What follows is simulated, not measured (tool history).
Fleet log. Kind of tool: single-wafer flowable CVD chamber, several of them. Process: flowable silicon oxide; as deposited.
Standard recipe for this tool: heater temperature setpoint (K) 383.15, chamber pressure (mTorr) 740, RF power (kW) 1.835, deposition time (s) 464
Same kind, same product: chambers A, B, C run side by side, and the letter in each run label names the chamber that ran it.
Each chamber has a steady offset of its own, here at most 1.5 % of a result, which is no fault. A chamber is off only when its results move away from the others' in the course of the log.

run  hour  heater temperature setpoint (K)  chamber pressure (mTorr)  RF power (kW)  deposition time (s)  hours since the last thermocouple change  hours since the last RF generator calibration  hours since the last manometer calibration  read-back reference wafer on the same gauge, thickness_nm  mean film thickness on the monitor wafer (Å)
 1B   3.1                           383.15                       740          1.835                  464                                     926.5                                          441.6                                       208.4                                                     171.15                                        1780.7
 2A   5.5                           383.15                       740          1.835                  464                                    1960.7                                          170.9                                      1840.4                                                     171.00                                        1801.5
 3C   9.6                           383.15                       740          1.835                  464                                    2678.8                                          761.2                                        94.9                                                     171.08                                        1771.2
 4C  11.8                           383.15                       740          1.835                  464                                    2681.0                                          763.4                                        97.1                                                     170.92                                        1775.5
 5B  14.1                           383.15                       740          1.835                  464                                     937.5                                          452.6                                       219.4                                                     170.96                                        1785.9
 6A  18.0                           383.15                       740          1.835                  464                                    1973.2                                          183.4                                      1852.9                                                     170.98                                        1803.8
 7C  20.3                           375.15                       740          1.965                  464                                    2689.5                                          771.9                                       105.6                                                     171.10                                        2363.2
 8B  22.4                           375.15                       740          1.965                  464                                     945.8                                          460.9                                       227.7                                                     170.94                                        2354.1
 9A  24.6                           375.15                       740          1.965                  464                                    1979.8                                          190.0                                      1859.5                                                     170.95                                        2402.1
10A  28.2                           383.15                       740          1.835                  464                                    1983.4                                          193.6                                      1863.1                                                     170.98                                        1807.9
11B  30.7                           383.15                       740          1.835                  464                                     954.1                                          469.2                                       236.0                                                     170.98                                        1786.6
     33.4  -- chamber A: capacitance manometer re-zeroed and calibrated
12C  34.8                           383.15                       740          1.835                  464                                    2704.0                                          786.4                                       120.1                                                     171.03                                        1777.5
13B  39.0                           383.15                       740          1.835                  464                                     962.4                                          477.5                                       244.3                                                     170.87                                        1783.3
14C  41.8                           383.15                       740          1.835                  464                                    2711.0                                          793.4                                       127.1                                                     170.98                                        1770.4
15A  46.1                           388.15                       740          1.835                  408                                    2001.3                                          211.5                                        12.8                                                     170.91                                        1386.3
16B  48.0                           388.15                       740          1.835                  408                                     971.4                                          486.5                                       253.3                                                     171.05                                        1341.0
17A  51.8                           388.15                       740          1.835                  408                                    2007.0                                          217.2                                        18.5                                                     170.93                                        1381.6
18C  56.2                           383.15                       740          1.835                  464                                    2725.4                                          807.8                                       141.5                                                     170.98                                        1778.2
19C  59.9                           383.15                       740          1.835                  464                                    2729.1                                          811.5                                       145.2                                                     171.08                                        1774.1
20A  63.0                           383.15                       740          1.835                  464                                    2018.2                                          228.4                                        29.7                                                     171.04                                        1844.4
21B  65.2                           373.15                       740          1.835                  427                                     988.6                                          503.7                                       270.5                                                     170.93                                        2294.1
22A  68.4                           373.15                       740          1.835                  427                                    2023.6                                          233.8                                        35.1                                                     170.90                                        2390.0
23B  70.7                           373.15                       740          1.835                  427                                     994.1                                          509.2                                       276.0                                                     170.99                                        2285.9
24C  73.3                           383.15                       740          1.835                  464                                    2742.5                                          824.9                                       158.6                                                     170.99                                        1771.8
25B  76.5                           383.15                       740          1.835                  464                                     999.9                                          515.0                                       281.8                                                     171.13                                        1781.8
26A  80.5                           383.15                       740          1.835                  464                                    2035.7                                          245.9                                        47.2                                                     170.84                                        1851.7
27C  83.8                           383.15                       740          1.835                  464                                    2753.0                                          835.4                                       169.1                                                     170.96                                        1776.3
28A  86.5                           383.15                       740          1.835                  464                                    2041.7                                          251.9                                        53.2                                                     171.07                                        1846.7

Each of the 3 chambers runs these same settings next. Fill in every chamber's results:
29A  89.7                           383.15                       740          1.835                  545                                                                                                                                                                                                                                             ?
29B  89.7                           383.15                       740          1.835                  545                                                                                                                                                                                                                                             ?
29C  89.7                           383.15                       740          1.835                  545                                                                                                                                                                                                                                             ?

run  mean film thickness on the monitor wafer (Å)
29A                                        2180.5
29B                                        2100.8
29C                                        2084.5
